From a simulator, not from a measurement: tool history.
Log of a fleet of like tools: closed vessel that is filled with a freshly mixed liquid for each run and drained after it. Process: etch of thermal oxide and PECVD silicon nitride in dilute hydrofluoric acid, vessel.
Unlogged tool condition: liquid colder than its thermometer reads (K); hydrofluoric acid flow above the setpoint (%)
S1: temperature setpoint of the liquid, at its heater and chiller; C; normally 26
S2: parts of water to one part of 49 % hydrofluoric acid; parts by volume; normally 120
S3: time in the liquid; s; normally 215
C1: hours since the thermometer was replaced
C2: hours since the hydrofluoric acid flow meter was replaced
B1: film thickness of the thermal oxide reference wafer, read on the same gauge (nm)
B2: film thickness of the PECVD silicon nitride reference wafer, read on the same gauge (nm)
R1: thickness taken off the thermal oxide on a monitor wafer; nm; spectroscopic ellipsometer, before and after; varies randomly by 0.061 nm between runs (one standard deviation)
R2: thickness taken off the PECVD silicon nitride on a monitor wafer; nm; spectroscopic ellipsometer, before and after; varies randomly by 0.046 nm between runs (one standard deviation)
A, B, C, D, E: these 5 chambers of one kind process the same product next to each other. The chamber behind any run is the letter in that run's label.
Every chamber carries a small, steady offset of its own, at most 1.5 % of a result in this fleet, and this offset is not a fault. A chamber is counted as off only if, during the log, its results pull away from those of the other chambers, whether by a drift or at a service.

run 1A hour=7.0 | S1=26 S2=120 S3=215 | C1=1175.4 C2=594.6 | B1=90.005 B2=60.000 | R1=8.6055 R2=6.2309
-- hour=14.0 chamber B: hydrofluoric acid flow meter replaced
run 2D hour=17.9 | S1=26 S2=120 S3=215 | C1=1883.1 C2=77.7 | B1=89.981 B2=60.004 | R1=8.6600 R2=6.3707
run 3E hour=29.7 | S1=26 S2=120 S3=215 | C1=1713.1 C2=662.0 | B1=89.997 B2=60.014 | R1=8.7923 R2=6.3222
run 4C hour=41.9 | S1=26 S2=120 S3=215 | C1=606.0 C2=357.0 | B1=89.993 B2=60.012 | R1=8.8548 R2=6.2490
run 5B hour=48.5 | S1=26 S2=120 S3=215 | C1=903.1 C2=34.6 | B1=90.013 B2=60.013 | R1=8.9327 R2=6.4134
run 6E hour=61.3 | S1=26 S2=120 S3=215 | C1=1744.7 C2=693.6 | B1=90.006 B2=60.023 | R1=8.8388 R2=6.2007
run 7D hour=73.4 | S1=26 S2=120 S3=215 | C1=1938.6 C2=133.2 | B1=90.022 B2=59.998 | R1=8.7646 R2=6.2996
-- hour=74.6 chamber A: thermometer replaced
run 8C hour=83.5 | S1=26 S2=120 S3=215 | C1=647.6 C2=398.6 | B1=89.993 B2=59.995 | R1=8.9034 R2=6.2648
run 9B hour=95.7 | S1=26 S2=120 S3=215 | C1=950.3 C2=81.8 | B1=90.017 B2=59.996 | R1=8.7149 R2=6.3583
run 10A hour=101.8 | S1=26 S2=120 S3=215 | C1=27.3 C2=689.4 | B1=89.981 B2=59.993 | R1=8.7301 R2=6.2397
run 11C hour=110.4 | S1=26 S2=85 S3=95 | C1=674.5 C2=425.5 | B1=89.979 B2=60.002 | R1=5.7408 R2=3.8670
run 12A hour=117.6 | S1=26 S2=85 S3=95 | C1=43.1 C2=705.2 | B1=89.983 B2=59.998 | R1=5.6711 R2=3.8349
run 13E hour=124.2 | S1=26 S2=85 S3=95 | C1=1807.6 C2=756.5 | B1=89.983 B2=60.019 | R1=5.5534 R2=3.7534
run 14B hour=132.2 | S1=26 S2=85 S3=95 | C1=986.8 C2=118.3 | B1=90.009 B2=59.987 | R1=5.7722 R2=3.9243
run 15D hour=140.9 | S1=26 S2=85 S3=95 | C1=2006.1 C2=200.7 | B1=89.981 B2=59.988 | R1=5.6614 R2=3.9242
run 16D hour=147.6 | S1=26 S2=120 S3=215 | C1=2012.8 C2=207.4 | B1=89.998 B2=59.994 | R1=8.7845 R2=6.2910
run 17E hour=157.4 | S1=23 S2=95 S3=215 | C1=1840.8 C2=789.7 | B1=89.983 B2=60.002 | R1=9.7763 R2=6.1166
run 18C hour=166.3 | S1=23 S2=95 S3=215 | C1=730.4 C2=481.4 | B1=90.000 B2=59.984 | R1=10.1610 R2=6.3848
run 19B hour=179.4 | S1=23 S2=95 S3=215 | C1=1034.0 C2=165.5 | B1=89.998 B2=60.009 | R1=10.2720 R2=6.5886
run 20A hour=189.4 | S1=23 S2=95 S3=215 | C1=114.9 C2=777.0 | B1=89.995 B2=59.977 | R1=10.1680 R2=6.4476
run 21D hour=196.4 | S1=23 S2=95 S3=215 | C1=2061.6 C2=256.2 | B1=89.980 B2=60.004 | R1=10.0720 R2=6.5153
run 22C hour=203.6 | S1=26 S2=120 S3=215 | C1=767.7 C2=518.7 | B1=90.021 B2=59.998 | R1=9.0216 R2=6.2480
-- hour=204.6 chamber A: hydrofluoric acid flow meter replaced
run 23B hour=212.5 | S1=26 S2=120 S3=215 | C1=1067.1 C2=198.6 | B1=90.000 B2=60.010 | R1=8.7987 R2=6.3499
run 24E hour=220.1 | S1=26 S2=120 S3=215 | C1=1903.5 C2=852.4 | B1=89.996 B2=60.022 | R1=8.1973 R2=5.6264
run 25A hour=232.8 | S1=26 S2=120 S3=215 | C1=158.3 C2=28.3 | B1=90.015 B2=60.016 | R1=8.6422 R2=6.2302
run 26A hour=242.8 | S1=26 S2=120 S3=215 | C1=168.3 C2=38.3 | B1=89.997 B2=60.014 | R1=8.7834 R2=6.1260
run 27D hour=253.8 | S1=26 S2=120 S3=215 | C1=2119.0 C2=313.6 | B1=89.999 B2=60.001 | R1=8.6909 R2=6.2978
run 28E hour=262.4 | S1=26 S2=120 S3=215 | C1=1945.8 C2=894.7 | B1=89.991 B2=60.006 | R1=8.2939 R2=5.5974
run 29C hour=268.4 | S1=26 S2=120 S3=215 | C1=832.5 C2=583.5 | B1=90.003 B2=59.982 | R1=8.8345 R2=6.2807
run 30B hour=278.2 | S1=26 S2=120 S3=215 | C1=1132.8 C2=264.3 | B1=90.015 B2=59.993 | R1=8.8643 R2=6.3487

Read the log: is a single chamber off, either drifting away or since a service, is the gauge that measures every chamber drifting, or is nothing wrong beyond small per-chamber offsets? Name any odd chamber and what most likely caused it.

Little by little, chamber E moves away from the other chambers.
What lies behind it: liquid colder than its thermometer reads (K) = 2.11.

Chamber E could run next with any of the 4 candidate recipes listed below; each alters the usual settings, and their results appear as question marks. Which one brings its results back in line with what the other chambers deliver on the usual settings?
In line here means within this much of the mean the other chambers give on the usual settings: R1 0.2100 nm; R2 0.1600 nm
run 31E-1 hour=288.0 | S1=28.0 S2=125 S3=225 | R1=? R2=?
run 31E-2 hour=288.0 | S1=27.0 S2=125 S3=225 | R1=? R2=?
run 31E-3 hour=288.0 | S1=25.0 S2=115 S3=205 | R1=? R2=?
run 31E-4 hour=288.0 | S1=24.5 S2=115 S3=200 | R1=? R2=?

Other chambers, usual settings, mean: R1 8.7900 nm; R2 6.2898 nm
run=31E-1 R1=8.7701 R2=6.3081
run=31E-2 R1=8.4397 R2=5.9144
run=31E-3 R1=7.8114 R2=5.1280
run=31E-4 R1=7.4711 R2=4.8400
The right change is 31E-1: it brings the chamber back within the allowed miss of the others.
